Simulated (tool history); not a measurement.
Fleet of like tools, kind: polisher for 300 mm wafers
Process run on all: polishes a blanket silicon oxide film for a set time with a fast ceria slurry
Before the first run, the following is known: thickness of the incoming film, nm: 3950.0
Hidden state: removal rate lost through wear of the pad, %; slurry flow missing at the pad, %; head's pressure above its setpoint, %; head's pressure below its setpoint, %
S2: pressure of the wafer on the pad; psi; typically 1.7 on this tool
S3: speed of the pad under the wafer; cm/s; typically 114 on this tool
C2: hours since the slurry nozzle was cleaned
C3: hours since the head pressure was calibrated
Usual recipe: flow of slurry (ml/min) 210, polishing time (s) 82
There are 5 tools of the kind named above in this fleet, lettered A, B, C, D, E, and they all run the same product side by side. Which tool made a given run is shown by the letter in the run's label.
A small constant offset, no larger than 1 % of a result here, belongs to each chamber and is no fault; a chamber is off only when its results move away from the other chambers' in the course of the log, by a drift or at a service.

run 1E day=0.383 | flow_of_slurry_(ml/min)=210 S2=1.7 S3=114 polishing_time_(s)=82 | wafers_polished_on_this_pad=132 C2=45.8 C3=180.2 | film_removed_(Å)=9563.8
-- day=0.688 chamber C: slurry nozzle cleaned
run 2C day=0.775 | flow_of_slurry_(ml/min)=210 S2=1.7 S3=114 polishing_time_(s)=82 | wafers_polished_on_this_pad=736 C2=2.2 C3=890.8 | film_removed_(Å)=9572.9
run 3B day=1.225 | flow_of_slurry_(ml/min)=210 S2=1.7 S3=114 polishing_time_(s)=82 | wafers_polished_on_this_pad=975 C2=553.5 C3=481.2 | film_removed_(Å)=9383.3
-- day=1.521 chamber B: slurry nozzle cleaned
-- day=1.529 chamber A: worn pad replaced by a new one
run 4A day=1.588 | flow_of_slurry_(ml/min)=210 S2=1.7 S3=114 polishing_time_(s)=82 | wafers_polished_on_this_pad=9 C2=920.8 C3=550.9 | film_removed_(Å)=9444.9
run 5D day=1.979 | flow_of_slurry_(ml/min)=210 S2=1.7 S3=114 polishing_time_(s)=82 | wafers_polished_on_this_pad=631 C2=102.6 C3=729.7 | film_removed_(Å)=9330.6
-- day=2.062 chamber C: worn pad replaced by a new one
run 6B day=2.317 | flow_of_slurry_(ml/min)=210 S2=1.7 S3=114 polishing_time_(s)=82 | wafers_polished_on_this_pad=1151 C2=19.2 C3=507.4 | film_removed_(Å)=9627.2
run 7A day=2.692 | flow_of_slurry_(ml/min)=210 S2=1.7 S3=114 polishing_time_(s)=82 | wafers_polished_on_this_pad=187 C2=947.3 C3=577.4 | film_removed_(Å)=9271.4
-- day=2.812 chamber E: worn pad replaced by a new one
-- day=3.088 chamber B: worn pad replaced by a new one
run 8C day=3.167 | flow_of_slurry_(ml/min)=210 S2=1.7 S3=114 polishing_time_(s)=82 | wafers_polished_on_this_pad=178 C2=59.6 C3=948.2 | film_removed_(Å)=9574.3
run 9D day=3.621 | flow_of_slurry_(ml/min)=210 S2=1.7 S3=114 polishing_time_(s)=82 | wafers_polished_on_this_pad=896 C2=142 C3=769.1 | film_removed_(Å)=9442.2
run 10E day=4.042 | flow_of_slurry_(ml/min)=210 S2=1.7 S3=114 polishing_time_(s)=82 | wafers_polished_on_this_pad=199 C2=133.6 C3=268 | film_removed_(Å)=9351.7
run 11E day=4.4 | flow_of_slurry_(ml/min)=210 S2=1.7 S3=114 polishing_time_(s)=82 | wafers_polished_on_this_pad=256 C2=142.2 C3=276.6 | film_removed_(Å)=9487.6
-- day=4.417 chamber D: worn pad replaced by a new one
run 12C day=4.612 | flow_of_slurry_(ml/min)=210 S2=1.7 S3=114 polishing_time_(s)=82 | wafers_polished_on_this_pad=412 C2=94.3 C3=982.9 | film_removed_(Å)=9565.8
run 13B day=4.875 | flow_of_slurry_(ml/min)=210 S2=1.7 S3=114 polishing_time_(s)=82 | wafers_polished_on_this_pad=289 C2=80.6 C3=568.8 | film_removed_(Å)=9466.3
run 14D day=5.158 | flow_of_slurry_(ml/min)=210 S2=1.7 S3=114 polishing_time_(s)=82 | wafers_polished_on_this_pad=119 C2=178.9 C3=806 | film_removed_(Å)=9531.5
-- day=5.171 chamber A: slurry nozzle cleaned
run 15A day=5.471 | flow_of_slurry_(ml/min)=210 S2=1.5 S3=114 polishing_time_(s)=82 | wafers_polished_on_this_pad=636 C2=7.2 C3=644.1 | film_removed_(Å)=8225.5
run 16C day=5.871 | flow_of_slurry_(ml/min)=210 S2=1.5 S3=114 polishing_time_(s)=82 | wafers_polished_on_this_pad=615 C2=124.5 C3=1013.1 | film_removed_(Å)=8611.2
run 17A day=6.129 | flow_of_slurry_(ml/min)=210 S2=1.5 S3=114 polishing_time_(s)=82 | wafers_polished_on_this_pad=742 C2=23 C3=659.9 | film_removed_(Å)=8296.7
-- day=6.488 chamber E: worn pad replaced by a new one
run 18D day=6.533 | flow_of_slurry_(ml/min)=210 S2=1.5 S3=114 polishing_time_(s)=82 | wafers_polished_on_this_pad=341 C2=211.9 C3=839 | film_removed_(Å)=8229.7
run 19B day=6.883 | flow_of_slurry_(ml/min)=210 S2=1.5 S3=114 polishing_time_(s)=82 | wafers_polished_on_this_pad=613 C2=128.8 C3=617 | film_removed_(Å)=8335.1
run 20E day=7.304 | flow_of_slurry_(ml/min)=210 S2=1.7 S3=114 polishing_time_(s)=82 | wafers_polished_on_this_pad=132 C2=211.9 C3=346.3 | film_removed_(Å)=9551
run 21C day=7.696 | flow_of_slurry_(ml/min)=210 S2=1.7 S3=134 polishing_time_(s)=82 | wafers_polished_on_this_pad=909 C2=168.3 C3=1056.9 | film_removed_(Å)=11313
run 22B day=8.088 | flow_of_slurry_(ml/min)=210 S2=1.7 S3=134 polishing_time_(s)=82 | wafers_polished_on_this_pad=807 C2=157.7 C3=645.9 | film_removed_(Å)=11106
run 23A day=8.425 | flow_of_slurry_(ml/min)=210 S2=1.7 S3=134 polishing_time_(s)=82 | wafers_polished_on_this_pad=1113 C2=78.1 C3=715 | film_removed_(Å)=11132
-- day=8.612 chamber C: worn pad replaced by a new one
run 24D day=8.646 | flow_of_slurry_(ml/min)=210 S2=1.7 S3=134 polishing_time_(s)=82 | wafers_polished_on_this_pad=682 C2=262.6 C3=889.7 | film_removed_(Å)=10686
run 25E day=8.95 | flow_of_slurry_(ml/min)=210 S2=1.7 S3=134 polishing_time_(s)=82 | wafers_polished_on_this_pad=397 C2=251.4 C3=385.8 | film_removed_(Å)=11111
run 26C day=9.321 | flow_of_slurry_(ml/min)=210 S2=1.7 S3=114 polishing_time_(s)=82 | wafers_polished_on_this_pad=114 C2=207.3 C3=1095.9 | film_removed_(Å)=9494.9
-- day=9.371 chamber E: worn pad replaced by a new one
run 27D day=9.738 | flow_of_slurry_(ml/min)=210 S2=1.7 S3=114 polishing_time_(s)=82 | wafers_polished_on_this_pad=859 C2=288.8 C3=915.9 | film_removed_(Å)=9003.1
-- day=10 chamber B: worn pad replaced by a new one
run 28B day=10.05 | flow_of_slurry_(ml/min)=210 S2=1.9 S3=126 polishing_time_(s)=82 | wafers_polished_on_this_pad=8 C2=204.8 C3=693 | film_removed_(Å)=11872
-- day=10.129 chamber A: worn pad replaced by a new one
run 29A day=10.333 | flow_of_slurry_(ml/min)=210 S2=1.9 S3=126 polishing_time_(s)=82 | wafers_polished_on_this_pad=33 C2=123.9 C3=760.8 | film_removed_(Å)=11809
run 30E day=10.542 | flow_of_slurry_(ml/min)=210 S2=1.9 S3=126 polishing_time_(s)=82 | wafers_polished_on_this_pad=189 C2=289.6 C3=424 | film_removed_(Å)=11853
run 31B day=10.983 | flow_of_slurry_(ml/min)=210 S2=1.9 S3=126 polishing_time_(s)=82 | wafers_polished_on_this_pad=159 C2=227.2 C3=715.4 | film_removed_(Å)=11693
run 32C day=11.296 | flow_of_slurry_(ml/min)=210 S2=1.9 S3=126 polishing_time_(s)=82 | wafers_polished_on_this_pad=433 C2=254.7 C3=1143.3 | film_removed_(Å)=11786
-- day=11.633 chamber D: worn pad replaced by a new one
run 33E day=11.646 | flow_of_slurry_(ml/min)=210 S2=1.7 S3=114 polishing_time_(s)=101 | wafers_polished_on_this_pad=367 C2=316.1 C3=450.5 | film_removed_(Å)=11428
run 34D day=11.992 | flow_of_slurry_(ml/min)=210 S2=1.7 S3=114 polishing_time_(s)=101 | wafers_polished_on_this_pad=57 C2=342.9 C3=970 | film_removed_(Å)=10761
run 35A day=12.225 | flow_of_slurry_(ml/min)=210 S2=1.7 S3=114 polishing_time_(s)=101 | wafers_polished_on_this_pad=338 C2=169.3 C3=806.2 | film_removed_(Å)=11934
-- day=12.329 chamber C: head pressure recalibrated
run 36D day=12.492 | flow_of_slurry_(ml/min)=210 S2=1.7 S3=114 polishing_time_(s)=101 | wafers_polished_on_this_pad=138 C2=354.9 C3=982 | film_removed_(Å)=10751
run 37C day=12.758 | flow_of_slurry_(ml/min)=210 S2=1.7 S3=114 polishing_time_(s)=101 | wafers_polished_on_this_pad=669 C2=289.8 C3=10.3 | film_removed_(Å)=11789
-- day=13.092 chamber E: worn pad replaced by a new one
run 38B day=13.112 | flow_of_slurry_(ml/min)=170 S2=1.1 S3=114 polishing_time_(s)=82 | wafers_polished_on_this_pad=502 C2=278.3 C3=766.5 | film_removed_(Å)=5987.1
run 39E day=13.458 | flow_of_slurry_(ml/min)=170 S2=1.1 S3=114 polishing_time_(s)=82 | wafers_polished_on_this_pad=59 C2=359.6 C3=494 | film_removed_(Å)=5996.6
run 40A day=13.883 | flow_of_slurry_(ml/min)=170 S2=1.1 S3=114 polishing_time_(s)=82 | wafers_polished_on_this_pad=606 C2=209.1 C3=846 | film_removed_(Å)=5864.6
run 41B day=14.304 | flow_of_slurry_(ml/min)=170 S2=1.1 S3=114 polishing_time_(s)=82 | wafers_polished_on_this_pad=695 C2=306.9 C3=795.1 | film_removed_(Å)=5966.5
run 42D day=14.554 | flow_of_slurry_(ml/min)=170 S2=1.1 S3=114 polishing_time_(s)=82 | wafers_polished_on_this_pad=471 C2=404.4 C3=1031.5 | film_removed_(Å)=5457.6

Has any chamber moved away from the others, gradually or after a service, or does the common gauge drift, or do the chambers differ only by their own small steady offsets? State the chamber and the most likely cause if one applies.

Little by little, chamber D moves away from the other chambers.
What lies behind it: head's pressure below its setpoint, % = 9.5.
It could be hard to tell apart here from: slurry flow missing at the pad, %.

Chamber D could run next with any of the 4 candidate recipes listed below; each alters the usual settings, and their results appear as question marks. Which one brings its results back in line with what the other chambers deliver on the usual settings?
To be in line, a result may differ from the other chambers' mean on the usual settings by at most: film removed (Å) 340
run 43D-1 day=14.896 | flow_of_slurry_(ml/min)=210 S2=1.7 S3=110 polishing_time_(s)=82 | film_removed_(Å)=?
run 43D-2 day=14.896 | flow_of_slurry_(ml/min)=210 S2=1.7 S3=116 polishing_time_(s)=83 | film_removed_(Å)=?
run 43D-3 day=14.896 | flow_of_slurry_(ml/min)=205 S2=1.7 S3=114 polishing_time_(s)=74 | film_removed_(Å)=?
run 43D-4 day=14.896 | flow_of_slurry_(ml/min)=210 S2=1.8 S3=120 polishing_time_(s)=82 | film_removed_(Å)=?

What the other chambers average on the usual settings: film removed (Å) 9466.2
run=43D-1 film_removed_(Å)=8310
run=43D-2 film_removed_(Å)=8863
run=43D-3 film_removed_(Å)=7744.3
run=43D-4 film_removed_(Å)=9578.3
43D-4 brings the chamber back in line.

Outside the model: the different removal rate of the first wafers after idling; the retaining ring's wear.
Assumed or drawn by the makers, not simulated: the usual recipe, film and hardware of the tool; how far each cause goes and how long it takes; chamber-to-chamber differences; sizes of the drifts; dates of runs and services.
